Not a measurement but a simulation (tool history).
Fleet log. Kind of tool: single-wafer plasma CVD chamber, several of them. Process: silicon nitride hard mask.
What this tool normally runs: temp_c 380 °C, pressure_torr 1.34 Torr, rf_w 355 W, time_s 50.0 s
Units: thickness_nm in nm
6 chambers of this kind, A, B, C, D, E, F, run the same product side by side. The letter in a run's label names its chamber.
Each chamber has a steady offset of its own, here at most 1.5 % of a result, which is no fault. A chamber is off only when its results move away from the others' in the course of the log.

run   hour  temp_c  pressure_torr  rf_w  time_s  hours since the last thermocouple change  hours since the last RF generator calibration  hours since the last manometer calibration  read-back reference wafer on the same gauge, thickness_nm  thickness_nm
 1C   12.6     380           1.34   355    50.0                                     948.0                                         1159.8                                       887.2                                                     64.568        61.270
 2E   27.9     380           1.34   355    50.0                                    1165.0                                         1076.1                                      1445.5                                                     64.581        61.032
 3B   43.2     380           1.34   355    50.0                                     959.5                                          876.0                                       233.2                                                     64.580        60.570
 4D   52.9     380           1.34   355    50.0                                     125.2                                          807.3                                       326.6                                                     64.558        61.748
 5A   61.3     380           1.34   355    50.0                                    1571.0                                          684.2                                      2379.6                                                     64.565        60.949
 6F   77.6     380           1.34   355    50.0                                     836.1                                         1441.0                                       217.6                                                     64.561        61.408
 7E   89.0     380           1.34   355    50.0                                    1226.1                                         1137.2                                      1506.6                                                     64.534        60.973
 8C  103.8     380           1.34   355    50.0                                    1039.2                                         1251.0                                       978.4                                                     64.529        60.955
     115.7  -- chamber C: thermocouple changed; heater temperature recalibrated
 9F  120.1     380           1.34   355    50.0                                     878.6                                         1483.5                                       260.1                                                     64.517        61.324
10B  135.9     380           1.34   355    50.0                                    1052.2                                          968.7                                       325.9                                                     64.507        60.618
11A  144.7     380           1.34   355    50.0                                    1654.4                                          767.6                                      2463.0                                                     64.512        61.008
12D  152.3     380           1.34   355    50.0                                     224.6                                          906.7                                       426.0                                                     64.496        61.731
13C  162.1     380           1.34   355    50.0                                      46.4                                         1309.3                                      1036.7                                                     64.502        61.057
14E  178.6     390           1.10   355    50.0                                    1315.7                                         1226.8                                      1596.2                                                     64.493        56.891
15A  187.5     390           1.10   355    50.0                                    1697.2                                          810.4                                      2505.8                                                     64.486        57.199
16F  195.1     390           1.10   355    50.0                                     953.6                                         1558.5                                       335.1                                                     64.462        57.292
     196.7  -- chamber C: RF generator calibrated
17D  203.3     390           1.10   355    50.0                                     275.6                                          957.7                                       477.0                                                     64.439        57.604
18B  214.1     390           1.10   355    50.0                                    1130.4                                         1046.9                                       404.1                                                     64.437        56.701
19E  226.2     390           1.10   355    50.0                                    1363.3                                         1274.4                                      1643.8                                                     64.444        56.974
20A  239.8     380           1.34   355    50.0                                    1749.5                                          862.7                                      2558.1                                                     64.455        61.016
21F  247.2     380           1.34   355    50.0                                    1005.7                                         1610.6                                       387.2                                                     64.432        61.252
22C  255.5     380           1.34   355    50.0                                     139.8                                           58.8                                      1130.1                                                     64.424        60.785
     267.7  -- chamber E: capacitance manometer re-zeroed and calibrated
23D  271.5     380           1.34   355    50.0                                     343.8                                         1025.9                                       545.2                                                     64.428        61.600
     272.1  -- chamber A: capacitance manometer re-zeroed and calibrated
24B  279.7     380           1.34   355    50.0                                    1196.0                                         1112.5                                       469.7                                                     64.411        60.387
25E  287.2     380           1.34   355    50.0                                    1424.3                                         1335.4                                        19.6                                                     64.396        60.922
     292.4  -- chamber F: thermocouple changed; heater temperature recalibrated
     296.3  -- chamber D: RF generator calibrated
26D  300.2     390           1.34   355    50.0                                     372.5                                            4.0                                       573.9                                                     64.381        61.372
27B  311.6     390           1.34   355    50.0                                    1227.9                                         1144.4                                       501.6                                                     64.386        60.365
28A  325.2     390           1.34   355    50.0                                    1834.9                                          948.1                                        53.2                                                     64.397        60.594
     339.3  -- chamber B: thermocouple changed; heater temperature recalibrated
29C  339.8     390           1.34   355    50.0                                     224.1                                          143.1                                      1214.4                                                     64.386        60.700
30F  352.0     390           1.34   355    50.0                                      59.7                                         1715.4                                       492.0                                                     64.362        60.978
31A  366.5     390           1.34   355    50.0                                    1876.2                                          989.4                                        94.5                                                     64.337        60.559
32E  376.7     380           1.34   355    50.0                                    1513.8                                         1424.9                                       109.1                                                     64.349        60.932
33D  387.6     380           1.34   355    50.0                                     459.9                                           91.4                                       661.3                                                     64.341        61.566
34C  401.4     369           1.34   355    44.2                                     285.7                                          204.7                                      1276.0                                                     64.322        54.235
35F  414.2     369           1.34   355    44.2                                     121.9                                         1777.6                                       554.2                                                     64.300        54.383
36B  424.9     369           1.34   355    44.2                                      85.7                                         1257.7                                       614.9                                                     64.315        53.789

Predict what each chamber gives when all 6 of them run the settings below next.
37A  436.7     380           1.34   355    44.1                                                                                                                                                                                                             ?
37B  436.7     380           1.34   355    44.1                                                                                                                                                                                                             ?
37C  436.7     380           1.34   355    44.1                                                                                                                                                                                                             ?
37D  436.7     380           1.34   355    44.1                                                                                                                                                                                                             ?
37E  436.7     380           1.34   355    44.1                                                                                                                                                                                                             ?
37F  436.7     380           1.34   355    44.1                                                                                                                                                                                                             ?

run  thickness_nm
37A        53.581
37B        53.330
37C        53.647
37D        54.259
37E        53.617
37F        53.932

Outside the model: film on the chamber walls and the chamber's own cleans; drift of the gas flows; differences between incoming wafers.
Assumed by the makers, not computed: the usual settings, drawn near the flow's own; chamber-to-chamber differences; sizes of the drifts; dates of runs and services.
